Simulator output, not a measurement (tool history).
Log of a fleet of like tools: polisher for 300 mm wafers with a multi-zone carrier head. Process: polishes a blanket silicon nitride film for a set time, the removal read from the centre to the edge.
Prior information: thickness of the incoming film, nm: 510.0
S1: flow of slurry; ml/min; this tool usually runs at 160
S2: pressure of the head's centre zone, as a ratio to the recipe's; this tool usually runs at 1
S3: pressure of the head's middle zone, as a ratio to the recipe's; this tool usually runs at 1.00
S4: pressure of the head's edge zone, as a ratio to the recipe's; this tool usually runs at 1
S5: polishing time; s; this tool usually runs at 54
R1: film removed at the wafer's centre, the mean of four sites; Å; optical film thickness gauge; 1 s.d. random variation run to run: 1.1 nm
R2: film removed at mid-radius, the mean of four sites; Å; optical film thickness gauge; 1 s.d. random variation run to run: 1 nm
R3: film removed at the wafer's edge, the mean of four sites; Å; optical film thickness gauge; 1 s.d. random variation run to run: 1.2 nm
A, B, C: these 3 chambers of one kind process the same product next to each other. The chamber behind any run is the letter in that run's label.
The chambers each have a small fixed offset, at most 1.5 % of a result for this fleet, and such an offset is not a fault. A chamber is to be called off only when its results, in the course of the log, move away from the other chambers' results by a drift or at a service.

run 1B hour=6.4 | S1=160 S2=1 S3=1.00 S4=1 S5=54 | R1=851.58 R2=867.64 R3=882.32
-- hour=13.2 chamber A: worn pad replaced by a new one
run 2A hour=15.6 | S1=160 S2=1 S3=1.00 S4=1 S5=54 | R1=889.37 R2=856.62 R3=871.45
run 3C hour=23.6 | S1=160 S2=1 S3=1.00 S4=1 S5=54 | R1=862.72 R2=856.77 R3=862.96
run 4A hour=36.3 | S1=160 S2=1 S3=1.00 S4=1 S5=54 | R1=864.98 R2=876.04 R3=857.42
run 5B hour=43.7 | S1=160 S2=1 S3=1.00 S4=1 S5=54 | R1=830.87 R2=853.50 R3=862.40
-- hour=44.6 chamber C: centre zone pressure recalibrated
run 6C hour=52.0 | S1=160 S2=1 S3=1.00 S4=1 S5=54 | R1=864.09 R2=867.10 R3=888.84
-- hour=54.4 chamber B: worn pad replaced by a new one
-- hour=56.8 chamber C: edge zone pressure recalibrated
run 7A hour=63.2 | S1=160 S2=1 S3=1.00 S4=1 S5=54 | R1=882.15 R2=839.41 R3=870.73
-- hour=66.5 chamber C: worn pad replaced by a new one
run 8B hour=77.1 | S1=160 S2=1 S3=1.00 S4=1 S5=54 | R1=850.41 R2=871.43 R3=862.85
run 9C hour=84.0 | S1=160 S2=1 S3=1.00 S4=1 S5=54 | R1=888.89 R2=854.68 R3=873.66
run 10C hour=96.7 | S1=160 S2=1 S3=1.00 S4=1 S5=54 | R1=863.38 R2=868.85 R3=859.83
run 11B hour=105.0 | S1=160 S2=1 S3=1.00 S4=1 S5=54 | R1=827.53 R2=876.65 R3=845.45
run 12A hour=113.6 | S1=160 S2=1 S3=1.00 S4=1 S5=54 | R1=851.82 R2=853.57 R3=845.65
run 13A hour=122.6 | S1=160 S2=1 S3=1.00 S4=1 S5=54 | R1=879.54 R2=860.07 R3=860.67
-- hour=124.9 chamber B: worn pad replaced by a new one
run 14B hour=129.5 | S1=160 S2=1 S3=1.00 S4=1 S5=54 | R1=856.02 R2=859.14 R3=853.50
-- hour=130.6 chamber A: worn pad replaced by a new one
run 15C hour=137.5 | S1=160 S2=1 S3=1.00 S4=1 S5=54 | R1=859.59 R2=868.15 R3=874.63
run 16C hour=151.4 | S1=160 S2=1 S3=1.00 S4=1 S5=54 | R1=841.32 R2=863.95 R3=870.28
run 17B hour=158.7 | S1=160 S2=1 S3=1.00 S4=1 S5=54 | R1=854.02 R2=870.84 R3=845.19
run 18A hour=167.7 | S1=160 S2=1 S3=1.00 S4=1 S5=54 | R1=837.38 R2=828.00 R3=841.24
-- hour=169.5 chamber B: slurry nozzle cleaned
run 19C hour=179.9 | S1=160 S2=1 S3=1.00 S4=1 S5=54 | R1=874.26 R2=879.96 R3=864.87
-- hour=180.2 chamber C: slurry nozzle cleaned
-- hour=186.7 chamber C: worn pad replaced by a new one
-- hour=188.0 chamber B: centre zone pressure recalibrated
run 20A hour=193.0 | S1=160 S2=1 S3=1.00 S4=1 S5=54 | R1=839.18 R2=829.30 R3=834.75
run 21B hour=202.1 | S1=160 S2=1 S3=1.00 S4=1 S5=54 | R1=861.25 R2=847.45 R3=867.37
-- hour=206.9 chamber B: worn pad replaced by a new one
run 22A hour=212.9 | S1=160 S2=1 S3=1.00 S4=1 S5=54 | R1=825.98 R2=846.33 R3=839.46
run 23C hour=224.5 | S1=160 S2=1 S3=0.96 S4=1 S5=54 | R1=847.46 R2=846.08 R3=884.01
run 24B hour=235.5 | S1=160 S2=1 S3=0.96 S4=1 S5=54 | R1=848.05 R2=831.24 R3=851.65
run 25B hour=243.0 | S1=160 S2=1 S3=0.96 S4=1 S5=54 | R1=851.88 R2=819.89 R3=857.28
run 26C hour=252.3 | S1=160 S2=1 S3=1.00 S4=1 S5=54 | R1=874.76 R2=877.66 R3=870.30
run 27A hour=265.3 | S1=160 S2=1 S3=0.90 S4=1 S5=54 | R1=798.54 R2=753.14 R3=825.36
-- hour=269.7 chamber A: worn pad replaced by a new one
run 28A hour=275.9 | S1=160 S2=1 S3=0.90 S4=1 S5=54 | R1=815.51 R2=748.04 R3=819.94
-- hour=281.9 chamber B: worn pad replaced by a new one
run 29C hour=283.1 | S1=160 S2=1 S3=0.90 S4=1 S5=54 | R1=840.90 R2=810.52 R3=852.62
run 30B hour=292.7 | S1=160 S2=1 S3=1.00 S4=1 S5=54 | R1=872.96 R2=867.25 R3=864.91
-- hour=296.1 chamber C: worn pad replaced by a new one
run 31B hour=299.5 | S1=160 S2=1 S3=1.00 S4=1 S5=54 | R1=862.70 R2=869.13 R3=849.12
run 32C hour=309.9 | S1=160 S2=1 S3=1.00 S4=1 S5=54 | R1=870.64 R2=879.65 R3=897.11
run 33A hour=315.9 | S1=210 S2=1 S3=1.00 S4=1 S5=61 | R1=989.69 R2=949.04 R3=951.83
run 34A hour=324.4 | S1=210 S2=1 S3=1.00 S4=1 S5=61 | R1=981.64 R2=940.00 R3=968.78
run 35C hour=331.2 | S1=210 S2=1 S3=1.00 S4=1 S5=61 | R1=1009.70 R2=1012.50 R3=1001.70
-- hour=336.6 chamber A: edge zone pressure recalibrated
run 36B hour=337.4 | S1=160 S2=1 S3=1.00 S4=1 S5=54 | R1=851.91 R2=864.68 R3=860.66
run 37C hour=348.0 | S1=160 S2=1 S3=1.00 S4=1 S5=54 | R1=837.92 R2=882.49 R3=872.51
-- hour=351.6 chamber B: worn pad replaced by a new one
run 38A hour=354.7 | S1=160 S2=1 S3=1.00 S4=1 S5=54 | R1=771.33 R2=805.34 R3=832.57
run 39B hour=361.8 | S1=160 S2=1 S3=1.00 S4=1 S5=54 | R1=856.94 R2=856.98 R3=856.00
-- hour=369.9 chamber B: edge zone pressure recalibrated
run 40C hour=373.1 | S1=160 S2=1 S3=1.00 S4=1 S5=54 | R1=862.62 R2=886.15 R3=865.04
run 41B hour=383.8 | S1=160 S2=1 S3=1.00 S4=1 S5=54 | R1=841.61 R2=865.17 R3=871.90

Which is it: a chamber that has drifted or been left off by a service, a gauge drift common to all chambers, or only each chamber's usual small offset? If a chamber is off, name it and its likeliest cause.

Little by little, chamber A moves away from the other chambers.
What lies behind it: slurry flow missing at the pad, % = 36.

Here are 4 candidates for chamber A's next run, each the usual settings with a change, their results left as question marks. Which one brings its results back in line with what the others give on the usual settings?
In line means no further than this from the other chambers' mean on the usual settings: R1 37.00 Å; R2 36.00 Å; R3 41.00 Å
run 42A-1 hour=393.8 | S1=155 S2=0.99 S3=0.98 S4=1.01 S5=50 | R1=? R2=? R3=?
run 42A-2 hour=393.8 | S1=160 S2=1.00 S3=1.00 S4=1.00 S5=55 | R1=? R2=? R3=?
run 42A-3 hour=393.8 | S1=160 S2=1.00 S3=1.00 S4=1.00 S5=53 | R1=? R2=? R3=?
run 42A-4 hour=393.8 | S1=165 S2=1.01 S3=1.02 S4=0.99 S5=58 | R1=? R2=? R3=?

Other chambers, usual settings, mean: R1 856.34 Å; R2 864.31 Å; R3 867.11 Å
run=42A-1 R1=694.91 R2=702.24 R3=741.09
run=42A-2 R1=780.97 R2=793.72 R3=815.59
run=42A-3 R1=752.57 R2=764.86 R3=785.94
run=42A-4 R1=840.78 R2=859.32 R3=860.18
Change 42A-4 lands the chamber within the allowed miss of the other chambers.

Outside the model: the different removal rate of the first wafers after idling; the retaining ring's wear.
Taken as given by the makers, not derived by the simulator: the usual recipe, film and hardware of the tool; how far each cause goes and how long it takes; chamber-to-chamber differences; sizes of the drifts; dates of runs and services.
